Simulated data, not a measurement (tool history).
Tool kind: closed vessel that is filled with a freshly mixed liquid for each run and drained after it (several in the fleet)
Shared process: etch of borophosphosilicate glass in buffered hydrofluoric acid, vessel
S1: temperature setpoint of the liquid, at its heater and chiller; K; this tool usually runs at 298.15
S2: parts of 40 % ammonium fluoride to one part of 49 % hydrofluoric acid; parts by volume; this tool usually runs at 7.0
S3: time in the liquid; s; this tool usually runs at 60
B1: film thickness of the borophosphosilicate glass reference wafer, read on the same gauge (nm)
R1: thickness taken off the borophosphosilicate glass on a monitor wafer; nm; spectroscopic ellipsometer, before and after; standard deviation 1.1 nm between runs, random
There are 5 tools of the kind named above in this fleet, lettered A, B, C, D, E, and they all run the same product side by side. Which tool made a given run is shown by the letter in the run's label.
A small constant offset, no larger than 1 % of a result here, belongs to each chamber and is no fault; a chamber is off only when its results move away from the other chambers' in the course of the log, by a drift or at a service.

run 1D hour=6.9 | S1=298.15 S2=7.0 S3=60 | B1=130.01 | R1=109.820
run 2B hour=19.7 | S1=298.15 S2=7.0 S3=60 | B1=130.03 | R1=113.580
run 3A hour=30.6 | S1=298.15 S2=7.0 S3=60 | B1=130.01 | R1=109.060
run 4E hour=38.5 | S1=298.15 S2=7.0 S3=60 | B1=129.99 | R1=110.150
run 5C hour=51.7 | S1=301.65 S2=7.0 S3=60 | B1=130.02 | R1=130.440
run 6D hour=61.4 | S1=301.65 S2=7.0 S3=60 | B1=129.98 | R1=132.700
run 7A hour=67.2 | S1=301.65 S2=7.0 S3=60 | B1=130.00 | R1=133.860
run 8C hour=77.1 | S1=301.65 S2=7.0 S3=60 | B1=130.02 | R1=131.470
run 9E hour=89.0 | S1=301.65 S2=7.0 S3=60 | B1=129.99 | R1=133.040
run 10B hour=98.2 | S1=298.15 S2=7.0 S3=60 | B1=129.98 | R1=112.280
run 11E hour=105.2 | S1=298.15 S2=7.0 S3=60 | B1=130.03 | R1=113.300
-- hour=108.2 chamber D: hydrofluoric acid flow meter replaced
run 12C hour=114.3 | S1=298.15 S2=7.0 S3=60 | B1=129.99 | R1=111.430
-- hour=126.5 chamber B: hydrofluoric acid flow meter replaced
run 13B hour=127.1 | S1=298.15 S2=7.0 S3=60 | B1=130.00 | R1=112.360
run 14A hour=136.2 | S1=298.15 S2=7.0 S3=60 | B1=130.01 | R1=110.760
run 15D hour=147.1 | S1=298.15 S2=5.5 S3=45 | B1=130.00 | R1=100.770
run 16E hour=155.1 | S1=298.15 S2=5.5 S3=45 | B1=130.00 | R1=102.780
run 17D hour=161.7 | S1=298.15 S2=5.5 S3=45 | B1=130.01 | R1=103.760
run 18B hour=172.8 | S1=298.15 S2=5.5 S3=45 | B1=130.04 | R1=102.720
run 19A hour=180.1 | S1=298.15 S2=5.5 S3=45 | B1=129.99 | R1=102.110
run 20C hour=187.5 | S1=298.15 S2=7.0 S3=60 | B1=129.99 | R1=110.540
run 21C hour=196.0 | S1=298.15 S2=7.0 S3=60 | B1=129.98 | R1=110.120
run 22E hour=208.9 | S1=298.15 S2=7.0 S3=60 | B1=130.00 | R1=111.240
run 23D hour=216.6 | S1=298.15 S2=7.0 S3=60 | B1=130.03 | R1=108.030
-- hour=222.9 chamber A: hydrofluoric acid flow meter replaced
run 24B hour=226.2 | S1=298.15 S2=7.0 S3=60 | B1=130.01 | R1=110.880
run 25A hour=235.3 | S1=298.15 S2=7.0 S3=60 | B1=129.99 | R1=111.790
run 26D hour=245.7 | S1=298.15 S2=7.0 S3=60 | B1=130.01 | R1=110.300
run 27B hour=253.6 | S1=298.15 S2=7.0 S3=60 | B1=129.99 | R1=112.230
run 28A hour=266.1 | S1=300.15 S2=7.0 S3=60 | B1=129.97 | R1=122.380
run 29E hour=277.5 | S1=300.15 S2=7.0 S3=60 | B1=130.02 | R1=121.230
run 30C hour=287.4 | S1=300.15 S2=7.0 S3=60 | B1=130.00 | R1=120.850
-- hour=295.1 chamber C: hydrofluoric acid flow meter replaced
run 31E hour=297.7 | S1=300.15 S2=7.0 S3=60 | B1=129.98 | R1=124.150
run 32A hour=310.6 | S1=300.15 S2=7.0 S3=60 | B1=130.04 | R1=123.670
run 33C hour=317.1 | S1=298.15 S2=7.0 S3=60 | B1=129.98 | R1=111.160
run 34D hour=323.3 | S1=298.15 S2=7.0 S3=60 | B1=130.02 | R1=109.330
run 35B hour=335.5 | S1=298.15 S2=7.0 S3=60 | B1=130.03 | R1=111.700
run 36D hour=348.1 | S1=298.15 S2=7.0 S3=60 | B1=129.99 | R1=109.300
-- hour=354.2 chamber E: hydrofluoric acid flow meter replaced
run 37C hour=358.1 | S1=298.15 S2=7.0 S3=60 | B1=129.96 | R1=108.400
run 38B hour=364.7 | S1=295.65 S2=7.0 S3=30 | B1=129.99 | R1=48.119
run 39A hour=377.2 | S1=295.65 S2=7.0 S3=30 | B1=129.98 | R1=48.811
run 40E hour=386.2 | S1=295.65 S2=7.0 S3=30 | B1=130.01 | R1=49.154

Read the log: is a single chamber off, either drifting away or since a service, is the gauge that measures every chamber drifting, or is nothing wrong beyond small per-chamber offsets? Name any odd chamber and what most likely caused it.

No chamber is off and the gauge is stable; the differences are just each chamber's small, constant offset.

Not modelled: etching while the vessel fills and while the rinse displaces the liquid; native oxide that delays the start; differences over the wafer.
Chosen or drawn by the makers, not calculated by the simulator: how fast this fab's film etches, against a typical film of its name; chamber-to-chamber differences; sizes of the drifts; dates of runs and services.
